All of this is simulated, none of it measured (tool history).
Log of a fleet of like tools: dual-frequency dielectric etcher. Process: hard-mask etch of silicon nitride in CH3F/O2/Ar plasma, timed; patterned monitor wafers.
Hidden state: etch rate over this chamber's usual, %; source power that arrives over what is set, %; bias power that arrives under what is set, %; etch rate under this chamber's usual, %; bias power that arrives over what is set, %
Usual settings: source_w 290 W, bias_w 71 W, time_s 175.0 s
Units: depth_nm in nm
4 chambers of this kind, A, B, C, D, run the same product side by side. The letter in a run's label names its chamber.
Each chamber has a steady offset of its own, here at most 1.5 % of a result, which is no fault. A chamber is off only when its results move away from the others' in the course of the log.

| run | hour | source_w | bias_w | time_s | hours since the last wet clean | hours since the last source power generator calibration | hours since the last bias power generator calibration | read-back reference wafer on the same gauge, depth_nm | depth_nm |
|---|---|---|---|---|---|---|---|---|---|
| 1B | 3.8 | 290 | 71 | 175.0 | 539.3 | 1775.9 | 762.9 | 94.946 | 107.620 |
| 2C | 7.2 | 290 | 71 | 175.0 | 570.5 | 958.3 | 871.6 | 94.956 | 106.910 |
| 3A | 11.4 | 290 | 71 | 175.0 | 143.7 | 2731.4 | 2967.9 | 94.944 | 108.570 |
| 4D | 15.0 | 290 | 71 | 175.0 | 431.4 | 4623.0 | 132.5 | 94.931 | 108.330 |
| 5A | 18.1 | 320 | 71 | 175.0 | 150.4 | 2738.1 | 2974.6 | 94.945 | 112.650 |
| 6D | 20.9 | 320 | 71 | 175.0 | 437.3 | 4628.9 | 138.4 | 94.938 | 112.570 |
| 7B | 25.5 | 320 | 71 | 175.0 | 561.0 | 1797.6 | 784.6 | 94.923 | 111.920 |
| 8C | 28.2 | 320 | 71 | 175.0 | 591.5 | 979.3 | 892.6 | 94.889 | 110.860 |
| 9C | 32.4 | 290 | 71 | 175.0 | 595.7 | 983.5 | 896.8 | 94.903 | 106.730 |
|  | 34.8 | chamber C: wet clean of the chamber |
| 10D | 35.4 | 290 | 84 | 159.0 | 451.8 | 4643.4 | 152.9 | 94.863 | 104.640 |
| 11B | 38.9 | 290 | 84 | 159.0 | 574.4 | 1811.0 | 798.0 | 94.847 | 103.510 |
| 12A | 43.4 | 290 | 84 | 159.0 | 175.7 | 2763.4 | 2999.9 | 94.858 | 104.630 |
| 13B | 46.1 | 290 | 84 | 159.0 | 581.6 | 1818.2 | 805.2 | 94.850 | 103.790 |
| 14C | 49.3 | 290 | 71 | 175.0 | 14.6 | 1000.4 | 913.7 | 94.842 | 106.440 |
| 15A | 52.9 | 290 | 71 | 175.0 | 185.2 | 2772.9 | 3009.4 | 94.819 | 108.300 |
| 16D | 56.1 | 290 | 71 | 175.0 | 472.5 | 4664.1 | 173.6 | 94.777 | 108.250 |
| 17C | 58.5 | 320 | 63 | 175.0 | 23.8 | 1009.6 | 922.9 | 94.796 | 106.370 |
| 18B | 60.9 | 320 | 63 | 175.0 | 596.4 | 1833.0 | 820.0 | 94.787 | 107.120 |
| 19D | 65.1 | 320 | 63 | 175.0 | 481.5 | 4673.1 | 182.6 | 94.793 | 107.770 |
| 20A | 67.3 | 320 | 63 | 175.0 | 199.6 | 2787.3 | 3023.8 | 94.757 | 107.840 |
| 21C | 70.9 | 290 | 71 | 175.0 | 36.2 | 1022.0 | 935.3 | 94.740 | 106.750 |
| 22D | 73.8 | 290 | 71 | 175.0 | 490.2 | 4681.8 | 191.3 | 94.727 | 108.250 |
| 23B | 77.9 | 290 | 71 | 175.0 | 613.4 | 1850.0 | 837.0 | 94.682 | 107.260 |
| 24A | 81.8 | 290 | 71 | 175.0 | 214.1 | 2801.8 | 3038.3 | 94.690 | 108.120 |
| 25C | 86.5 | 290 | 59 | 157.5 | 51.8 | 1037.6 | 950.9 | 94.680 | 89.968 |
|  | 88.0 | chamber B: wet clean of the chamber |
| 26B | 91.1 | 290 | 59 | 157.5 | 3.2 | 1863.2 | 850.2 | 94.673 | 91.106 |
| 27D | 95.3 | 290 | 59 | 157.5 | 511.7 | 4703.3 | 212.8 | 94.635 | 91.048 |
| 28A | 99.5 | 290 | 59 | 157.5 | 231.8 | 2819.5 | 3056.0 | 94.618 | 91.506 |
| 29A | 104.3 | 290 | 71 | 175.0 | 236.6 | 2824.3 | 3060.8 | 94.617 | 108.080 |
| 30D | 106.7 | 290 | 71 | 175.0 | 523.1 | 4714.7 | 224.2 | 94.609 | 107.950 |
| 31B | 109.7 | 240 | 71 | 175.0 | 21.8 | 1881.8 | 868.8 | 94.580 | 99.933 |
| 32C | 112.3 | 240 | 71 | 175.0 | 77.6 | 1063.4 | 976.7 | 94.601 | 99.087 |
| 33D | 117.1 | 240 | 71 | 175.0 | 533.5 | 4725.1 | 234.6 | 94.556 | 100.530 |
| 34C | 121.3 | 240 | 71 | 175.0 | 86.6 | 1072.4 | 985.7 | 94.529 | 98.951 |
| 35B | 125.8 | 290 | 63 | 194.0 | 37.9 | 1897.9 | 884.9 | 94.534 | 114.080 |
| 36A | 129.7 | 290 | 63 | 194.0 | 262.0 | 2849.7 | 3086.2 | 94.534 | 114.850 |

Next, every chamber runs the same settings. What will each give?
| 37A | 133.2 | 290 | 71 | 175.0 |  |  |  |  | ? |
| 37B | 133.2 | 290 | 71 | 175.0 |  |  |  |  | ? |
| 37C | 133.2 | 290 | 71 | 175.0 |  |  |  |  | ? |
| 37D | 133.2 | 290 | 71 | 175.0 |  |  |  |  | ? |

| run | depth_nm |
|---|---|
| 37A | 108.190 |
| 37B | 107.520 |
| 37C | 106.190 |
| 37D | 108.090 |
